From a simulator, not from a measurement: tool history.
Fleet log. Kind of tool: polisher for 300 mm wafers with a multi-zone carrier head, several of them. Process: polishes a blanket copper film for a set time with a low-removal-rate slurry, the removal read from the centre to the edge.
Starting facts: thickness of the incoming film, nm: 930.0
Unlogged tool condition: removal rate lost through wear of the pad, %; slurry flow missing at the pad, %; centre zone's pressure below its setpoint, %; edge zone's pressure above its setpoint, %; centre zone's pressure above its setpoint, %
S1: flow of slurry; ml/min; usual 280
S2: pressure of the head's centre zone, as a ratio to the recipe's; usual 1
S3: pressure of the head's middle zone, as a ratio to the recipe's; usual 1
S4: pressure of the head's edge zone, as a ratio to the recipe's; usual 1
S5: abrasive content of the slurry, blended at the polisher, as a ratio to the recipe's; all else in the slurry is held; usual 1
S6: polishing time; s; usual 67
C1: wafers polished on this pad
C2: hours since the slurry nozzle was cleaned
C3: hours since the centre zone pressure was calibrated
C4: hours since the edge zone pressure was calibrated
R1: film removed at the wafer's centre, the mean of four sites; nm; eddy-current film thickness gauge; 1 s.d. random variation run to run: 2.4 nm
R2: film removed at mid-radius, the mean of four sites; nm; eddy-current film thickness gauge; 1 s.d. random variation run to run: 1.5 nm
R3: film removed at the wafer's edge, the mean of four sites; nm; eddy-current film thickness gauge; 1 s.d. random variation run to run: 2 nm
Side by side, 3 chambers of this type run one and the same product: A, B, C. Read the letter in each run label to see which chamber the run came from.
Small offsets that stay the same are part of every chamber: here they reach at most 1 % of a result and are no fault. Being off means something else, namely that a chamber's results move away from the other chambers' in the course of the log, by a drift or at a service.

Run 1B, hour 6.9: usual settings; C1 1494; C2 341.6; C3 288.7; C4 333.3. Result: R1 173.99 nm, R2 175.01 nm, R3 178.93 nm.
Run 2C, hour 11.7: usual settings; C1 764; C2 81.3; C3 1106.5; C4 800.2. Result: R1 174.15 nm, R2 173.98 nm, R3 173.31 nm.
At hour 15: chamber B: worn pad replaced by a new one.
Run 3A, hour 19.2: usual settings; C1 746; C2 532.6; C3 1578.1; C4 621.3. Result: R1 176.21 nm, R2 175.88 nm, R3 173.18 nm.
At hour 21.4: chamber A: worn pad replaced by a new one.
Run 4C, hour 26.2: usual settings; C1 943; C2 95.8; C3 1121; C4 814.7. Result: R1 176.9 nm, R2 171.13 nm, R3 175.38 nm.
Run 5A, hour 31.8: usual settings but S3 1.04, S4 0.89; C1 129; C2 545.2; C3 1590.7; C4 633.9. Result: R1 170.57 nm, R2 178.8 nm, R3 160.07 nm.
At hour 41.6: chamber A: centre zone pressure recalibrated.
Run 6B, hour 41.9: usual settings but S3 1.04, S4 0.89; C1 331; C2 376.6; C3 323.7; C4 368.3. Result: R1 176.97 nm, R2 179.51 nm, R3 161.82 nm.
At hour 43.7: chamber C: worn pad replaced by a new one.
Run 7C, hour 50.4: usual settings but S3 1.04, S4 0.89; C1 82; C2 120; C3 1145.2; C4 838.9. Result: R1 174.08 nm, R2 179.1 nm, R3 161.59 nm.
Run 8A, hour 60.1: usual settings; C1 477; C2 573.5; C3 18.6; C4 662.2. Result: R1 171.3 nm, R2 173.66 nm, R3 171.32 nm.
Run 9B, hour 68.5: usual settings but S1 210 ml/min, S2 0.92; C1 658; C2 403.2; C3 350.3; C4 394.9. Result: R1 151.44 nm, R2 166.6 nm, R3 169.02 nm.
Run 10B, hour 78: usual settings but S1 210 ml/min, S2 0.92; C1 775; C2 412.7; C3 359.8; C4 404.4. Result: R1 151.36 nm, R2 169.98 nm, R3 171.32 nm.
At hour 78.6: chamber A: worn pad replaced by a new one.
Run 11A, hour 84.7: usual settings but S1 210 ml/min, S2 0.92; C1 75; C2 598.1; C3 43.2; C4 686.8. Result: R1 151.18 nm, R2 167.22 nm, R3 172.22 nm.
Run 12C, hour 89.3: usual settings but S3 0.93, S6 48 s; C1 561; C2 158.9; C3 1184.1; C4 877.8. Result: R1 122.44 nm, R2 115.94 nm, R3 125.19 nm.
Run 13C, hour 95.2: usual settings but S3 0.93, S6 48 s; C1 634; C2 164.8; C3 1190; C4 883.7. Result: R1 126.94 nm, R2 116.47 nm, R3 121.68 nm.
Run 14A, hour 104.7: usual settings but S3 0.93, S6 48 s; C1 321; C2 618.1; C3 63.2; C4 706.8. Result: R1 121.66 nm, R2 114.66 nm, R3 124.3 nm.
Run 15B, hour 114.6: usual settings; C1 1226; C2 449.3; C3 396.4; C4 441. Result: R1 176.66 nm, R2 173.57 nm, R3 171.42 nm.
At hour 120.6: chamber C: worn pad replaced by a new one.
Run 16B, hour 123.1: usual settings; C1 1330; C2 457.8; C3 404.9; C4 449.5. Result: R1 177.17 nm, R2 173.13 nm, R3 174.76 nm.
At hour 127.8: chamber A: worn pad replaced by a new one.
Run 17A, hour 128.7: usual settings; C1 11; C2 642.1; C3 87.2; C4 730.8. Result: R1 172.4 nm, R2 169.41 nm, R3 174.01 nm.
Run 18C, hour 133.6: usual settings but S6 89 s; C1 160; C2 203.2; C3 1228.4; C4 922.1. Result: R1 227.7 nm, R2 229.4 nm, R3 234.91 nm.
Run 19C, hour 141.5: usual settings but S6 89 s; C1 257; C2 211.1; C3 1236.3; C4 930. Result: R1 232.73 nm, R2 230.12 nm, R3 230.02 nm.
At hour 143: chamber B: worn pad replaced by a new one.
Run 20A, hour 148.2: usual settings but S6 89 s; C1 251; C2 661.6; C3 106.7; C4 750.3. Result: R1 229.23 nm, R2 229.6 nm, R3 231.17 nm.
Run 21B, hour 157.6: usual settings; C1 180; C2 492.3; C3 439.4; C4 484. Result: R1 172.49 nm, R2 170.44 nm, R3 171.25 nm.
Run 22A, hour 163.1: usual settings but S1 340 ml/min, S3 0.95; C1 435; C2 676.5; C3 121.6; C4 765.2. Result: R1 177.88 nm, R2 169.65 nm, R3 179.21 nm.
Run 23C, hour 169.1: usual settings but S1 340 ml/min, S3 0.95; C1 597; C2 238.7; C3 1263.9; C4 957.6. Result: R1 175.85 nm, R2 166.46 nm, R3 174.58 nm.
Run 24B, hour 174.4: usual settings but S1 340 ml/min, S3 0.95; C1 387; C2 509.1; C3 456.2; C4 500.8. Result: R1 176.18 nm, R2 170.5 nm, R3 179.21 nm.
At hour 179.4: chamber A: worn pad replaced by a new one.
Run 25B, hour 182.5: usual settings; C1 487; C2 517.2; C3 464.3; C4 508.9. Result: R1 176.32 nm, R2 174.64 nm, R3 174.51 nm.
Run 26C, hour 189.3: usual settings; C1 846; C2 258.9; C3 1284.1; C4 977.8. Result: R1 169.48 nm, R2 172.43 nm, R3 174.77 nm.
Run 27A, hour 195.7: usual settings; C1 201; C2 709.1; C3 154.2; C4 797.8. Result: R1 174.21 nm, R2 173.74 nm, R3 172.99 nm.
Run 28A, hour 204.6: usual settings; C1 311; C2 718; C3 163.1; C4 806.7. Result: R1 175.05 nm, R2 172.13 nm, R3 176.23 nm.

What goes on in this fleet: one chamber off, a drifting gauge, or nothing beyond the chambers' own small offsets? Name the chamber and the cause, if any.

Nothing is wrong: each chamber keeps only its own small, steady offset and the gauge holds still.
